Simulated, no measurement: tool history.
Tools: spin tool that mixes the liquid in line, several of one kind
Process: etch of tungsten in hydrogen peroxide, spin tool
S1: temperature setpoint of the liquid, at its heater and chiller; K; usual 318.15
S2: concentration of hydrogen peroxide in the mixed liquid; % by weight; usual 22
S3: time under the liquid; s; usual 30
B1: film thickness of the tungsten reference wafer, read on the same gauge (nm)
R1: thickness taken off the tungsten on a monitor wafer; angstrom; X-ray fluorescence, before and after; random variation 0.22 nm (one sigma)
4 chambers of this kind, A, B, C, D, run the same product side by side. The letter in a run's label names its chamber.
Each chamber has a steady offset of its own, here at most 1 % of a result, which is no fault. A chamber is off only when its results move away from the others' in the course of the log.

run   hour      S1  S2  S3      B1       R1
 1C    2.6  318.15  22  30  120.01  220.440
 2A    6.8  318.15  22  30  120.00  225.470
 3B   10.6  318.15  22  30  120.01  224.840
 4D   13.2  318.15  22  30  119.99  225.500
 5A   15.3  312.65  26  30  120.00  173.650
 6B   18.7  312.65  26  30  120.00  169.280
 7C   22.7  312.65  26  30  119.98  167.330
 8D   26.7  312.65  26  30  120.02  169.590
 9A   30.5  318.15  22  30  120.02  223.110
10B   33.1  310.65  22  15  120.01   67.935
11D   35.9  310.65  22  15  120.00   67.668
12C   39.9  310.65  22  15  120.00   68.547
13A   42.0  310.65  22  15  119.99   69.253
14D   45.1  311.65  22  45  120.01  223.080
15C   48.5  311.65  22  45  120.00  214.760
16B   51.6  311.65  22  45  120.00  219.010
17C   55.1  311.65  22  45  120.02  208.320
18D   57.2  318.15  22  30  119.98  222.160
19B   60.3  318.15  22  30  120.00  226.550
20A   62.3  318.15  22  30  119.99  221.710
21A   65.3  318.15  19  15  119.99  104.000
22B   68.3  318.15  19  15  120.02  103.380
23C   71.4  318.15  19  15  119.99   95.437
24D   74.8  318.15  19  15  120.02  103.260
      76.4  -- chamber C: thermometer replaced
25B   78.0  318.15  22  30  120.00  224.320
26C   80.6  318.15  22  30  120.00  205.020
27A   82.7  318.15  22  30  120.01  224.250
28D   86.4  318.15  22  30  119.99  223.900
29D   89.6  318.15  22  30  119.97  223.660
30A   93.3  322.15  22  30  120.02  288.650
31B   97.8  322.15  22  30  120.01  292.910
32C  101.4  322.15  22  30  119.99  250.080

What goes on in this fleet: one chamber off, a drifting gauge, or nothing beyond the chambers' own small offsets? Name the chamber and the cause, if any.

Chamber C drifts away from the others.
Cause: temperature lost on the way to the wafer (K) = 2.3.

Here are 4 candidates for chamber C's next run, each the usual settings with a change, their results left as question marks. Which one brings its results back in line with what the others give on the usual settings?
In line means no further than this from the other chambers' mean on the usual settings: R1 7.700 angstrom
33C-1  104.6  320.65  22.0  30       ?
33C-2  104.6  315.65  22.0  30       ?
33C-3  104.6  314.15  21.5  30       ?
33C-4  104.6  318.15  22.0  40       ?

The other chambers' mean on the usual settings: R1 223.710 angstrom
  run       R1
33C-1  224.850
33C-2  163.190
33C-3  146.160
33C-4  255.650
33C-1 brings the chamber back in line.
